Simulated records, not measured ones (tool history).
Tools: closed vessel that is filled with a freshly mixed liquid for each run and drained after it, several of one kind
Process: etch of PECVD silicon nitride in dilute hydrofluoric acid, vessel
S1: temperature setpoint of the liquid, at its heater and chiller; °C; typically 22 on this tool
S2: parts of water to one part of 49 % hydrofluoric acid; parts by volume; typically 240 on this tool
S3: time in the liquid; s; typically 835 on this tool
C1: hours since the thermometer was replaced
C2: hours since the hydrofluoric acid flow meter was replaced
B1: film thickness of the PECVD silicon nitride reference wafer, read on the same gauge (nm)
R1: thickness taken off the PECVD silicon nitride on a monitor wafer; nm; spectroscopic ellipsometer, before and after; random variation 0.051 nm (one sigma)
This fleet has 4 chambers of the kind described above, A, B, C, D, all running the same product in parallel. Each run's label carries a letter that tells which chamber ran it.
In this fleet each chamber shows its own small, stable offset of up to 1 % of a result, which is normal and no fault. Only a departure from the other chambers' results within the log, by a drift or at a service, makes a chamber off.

run,hour,S1,S2,S3,C1,C2,B1,R1
1B,8.9,22,240,835,2031.1,288.5,89.931,5.1439
2A,17.3,22,240,835,701.6,1248.4,89.976,5.3388
3C,26.7,22,240,835,1532.6,359.3,90.003,5.3827
4D,37.6,22,240,835,223.7,119.2,89.997,5.3764
5A,49.2,22,240,450,733.5,1280.3,89.977,2.9270
6B,58.5,22,240,450,2080.7,338.1,90.046,2.9009
7D,66.1,22,240,450,252.2,147.7,90.035,2.8982
8C,77.5,22,240,450,1583.4,410.1,90.039,2.8147
9C,86.4,22,240,835,1592.3,419.0,89.992,5.2904
10D,101.2,22,240,835,287.3,182.8,90.010,5.3607
11B,110.0,22,240,835,2132.2,389.6,89.961,5.3407
12A,126.1,22,240,835,810.4,1357.2,89.976,5.2386
13B,141.4,22,240,835,2163.6,421.0,90.037,5.1171
14C,157.1,22,300,835,1663.0,489.7,89.979,4.2508
15A,166.6,22,300,835,850.9,1397.7,89.963,4.3003
16D,176.9,22,300,835,363.0,258.5,89.996,4.2996
17C,186.1,22,300,835,1692.0,518.7,90.025,4.3343
18B,199.8,22,240,835,2222.0,479.4,89.991,5.2031
19D,209.8,22,240,835,395.9,291.4,89.955,5.3677
20A,225.2,22,240,835,909.5,1456.3,90.003,5.2907
21C,239.2,22,240,835,1745.1,571.8,90.020,5.3055
# hour 248.5: chamber C: hydrofluoric acid flow meter replaced
22D,250.3,19,285,835,436.4,331.9,89.991,3.8222
23B,258.7,19,285,835,2280.9,538.3,90.014,3.6909
# hour 264.6: chamber B: thermometer replaced
24A,273.4,19,285,835,957.7,1504.5,89.978,3.6925
# hour 280.1: chamber B: hydrofluoric acid flow meter replaced
25C,284.4,19,285,835,1790.3,35.9,89.986,3.6456
26A,298.1,22,240,835,982.4,1529.2,89.984,5.3353
27B,311.0,22,240,835,46.4,30.9,89.991,5.3392
28D,321.4,22,240,835,507.5,403.0,89.994,5.5450
29B,335.8,22,240,835,71.2,55.7,89.998,5.3392
30C,346.2,22,240,460,1852.1,97.7,89.965,2.9352
31D,355.9,22,240,460,542.0,437.5,89.987,3.0618
# hour 360.9: chamber A: hydrofluoric acid flow meter replaced
32A,364.3,22,240,460,1048.6,3.5,90.027,2.9852
33A,372.0,22,240,460,1056.3,11.2,89.983,2.8995
34B,383.7,22,240,1255,119.1,103.6,90.019,7.8235
35D,391.4,22,240,1255,577.5,473.0,89.952,8.2963
36C,398.9,22,240,1255,1904.8,150.4,89.941,8.0350
37C,414.4,22,240,1255,1920.3,165.9,90.017,8.0385
38B,430.5,22,240,835,165.9,150.4,90.005,5.2423

Has any chamber moved away from the others, gradually or after a service, or does the common gauge drift, or do the chambers differ only by their own small steady offsets? State the chamber and the most likely cause if one applies.

Chamber D drifts away from the others.
Most likely cause: liquid hotter than its thermometer reads (K) = 0.891.
From this log alone, it may not be told apart from: hydrofluoric acid flow above the setpoint (%).

Which of the 4 candidates below, each the usual settings with something changed and its results left as question marks, puts chamber D back in line with what the other chambers give on the usual settings?
In line here means within this much of the mean the other chambers give on the usual settings: R1 0.1800 nm
39D-1,442.2,21.0,240,835,,,,?
39D-2,442.2,22.5,230,885,,,,?
39D-3,442.2,20.0,240,835,,,,?
39D-4,442.2,22.0,235,865,,,,?

What the other chambers average on the usual settings: R1 5.3048 nm
run,R1
39D-1,5.2567
39D-2,6.3841
39D-3,4.9345
39D-4,5.9192
39D-1 is the one that brings the chamber's results back in line with the other chambers.
